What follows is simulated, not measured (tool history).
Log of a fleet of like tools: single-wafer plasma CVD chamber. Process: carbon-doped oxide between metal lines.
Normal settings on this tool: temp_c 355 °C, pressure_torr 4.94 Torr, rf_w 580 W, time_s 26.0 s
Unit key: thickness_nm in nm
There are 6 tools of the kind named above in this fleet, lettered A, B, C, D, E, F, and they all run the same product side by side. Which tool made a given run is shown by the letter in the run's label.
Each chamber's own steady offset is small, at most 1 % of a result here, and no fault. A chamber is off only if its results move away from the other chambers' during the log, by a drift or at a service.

run,hour,temp_c,pressure_torr,rf_w,time_s,hours since the last thermocouple change,hours since the last RF generator calibration,hours since the last manometer calibration,"read-back reference wafer on the same gauge, thickness_nm",thickness_nm
1F,10.2,355,4.94,580,26.0,763.1,973.7,945.3,170.06,144.60
2E,21.2,355,4.94,580,26.0,1736.1,152.7,46.1,170.03,142.78
3D,27.7,355,4.94,580,26.0,633.2,723.9,1830.1,170.11,143.81
4C,36.5,355,4.94,580,26.0,214.2,700.4,1850.0,170.06,144.14
# hour 40.3: chamber B: RF generator calibrated
5B,43.4,355,4.94,580,26.0,660.9,3.1,685.5,170.11,143.72
6A,52.5,355,4.94,580,26.0,285.2,575.9,243.9,170.15,144.61
7A,62.4,355,4.94,580,26.0,295.1,585.8,253.8,170.21,144.84
8B,73.6,355,4.94,580,26.0,691.1,33.3,715.7,170.15,143.41
9C,81.1,355,4.94,580,26.0,258.8,745.0,1894.6,170.23,144.13
10E,90.4,355,4.94,580,26.0,1805.3,221.9,115.3,170.22,142.95
11D,99.6,355,4.94,580,26.0,705.1,795.8,1902.0,170.21,143.61
12F,108.3,355,4.52,580,26.0,861.2,1071.8,1043.4,170.27,142.63
13F,117.2,355,4.52,580,26.0,870.1,1080.7,1052.3,170.34,143.00
# hour 122.7: chamber D: capacitance manometer re-zeroed and calibrated
14B,126.0,355,4.52,580,26.0,743.5,85.7,768.1,170.36,142.15
15D,132.8,355,4.52,580,26.0,738.3,829.0,10.2,170.33,141.72
16A,144.0,355,4.52,580,26.0,376.7,667.4,335.4,170.40,143.26
17C,150.2,355,4.52,580,26.0,327.9,814.1,1963.7,170.38,142.45
18E,160.9,355,4.94,580,26.0,1875.8,292.4,185.8,170.45,143.26
19F,166.3,355,4.94,580,26.0,919.2,1129.8,1101.4,170.35,144.75
20D,175.2,355,4.94,580,26.0,780.7,871.4,52.6,170.46,144.10
21E,184.6,355,4.94,580,26.0,1899.5,316.1,209.5,170.52,143.16
22C,192.6,355,5.75,580,26.0,370.3,856.5,2006.1,170.54,147.27
23B,199.2,355,5.75,580,26.0,816.7,158.9,841.3,170.54,147.26
24A,209.6,355,5.75,580,26.0,442.3,733.0,401.0,170.54,148.11
25A,217.9,355,5.75,580,26.0,450.6,741.3,409.3,170.55,148.08
26B,225.7,355,5.75,580,26.0,843.2,185.4,867.8,170.55,147.15
27C,233.5,355,5.75,580,26.0,411.2,897.4,2047.0,170.63,147.88
28D,240.1,355,4.94,580,26.0,845.6,936.3,117.5,170.70,143.83
29F,246.2,355,4.94,580,26.0,999.1,1209.7,1181.3,170.67,145.09
30E,255.9,355,4.94,580,26.0,1970.8,387.4,280.8,170.70,143.42
31F,263.5,355,4.94,580,26.0,1016.4,1227.0,1198.6,170.72,145.45
32B,274.2,355,4.94,580,26.0,891.7,233.9,916.3,170.74,144.11
33A,280.7,355,4.94,580,26.0,513.4,804.1,472.1,170.78,144.80
34C,287.4,355,4.94,580,26.0,465.1,951.3,2100.9,170.81,145.10
35E,298.7,355,4.94,580,26.0,2013.6,430.2,323.6,170.84,143.21
36D,309.2,355,4.94,580,26.0,914.7,1005.4,186.6,170.87,143.79
37F,317.3,355,4.94,580,26.0,1070.2,1280.8,1252.4,170.91,145.51
38B,328.5,364,4.94,580,29.7,946.0,288.2,970.6,170.91,160.63
39C,337.3,364,4.94,580,29.7,515.0,1001.2,2150.8,170.92,161.32

Read the log: is a single chamber off, either drifting away or since a service, is the gauge that measures every chamber drifting, or is nothing wrong beyond small per-chamber offsets? Name any odd chamber and what most likely caused it.

The shared gauge is drifting. All chambers look as if they move in step, but none is off.
Likeliest cause: gauge reads high (%) = 0.548.

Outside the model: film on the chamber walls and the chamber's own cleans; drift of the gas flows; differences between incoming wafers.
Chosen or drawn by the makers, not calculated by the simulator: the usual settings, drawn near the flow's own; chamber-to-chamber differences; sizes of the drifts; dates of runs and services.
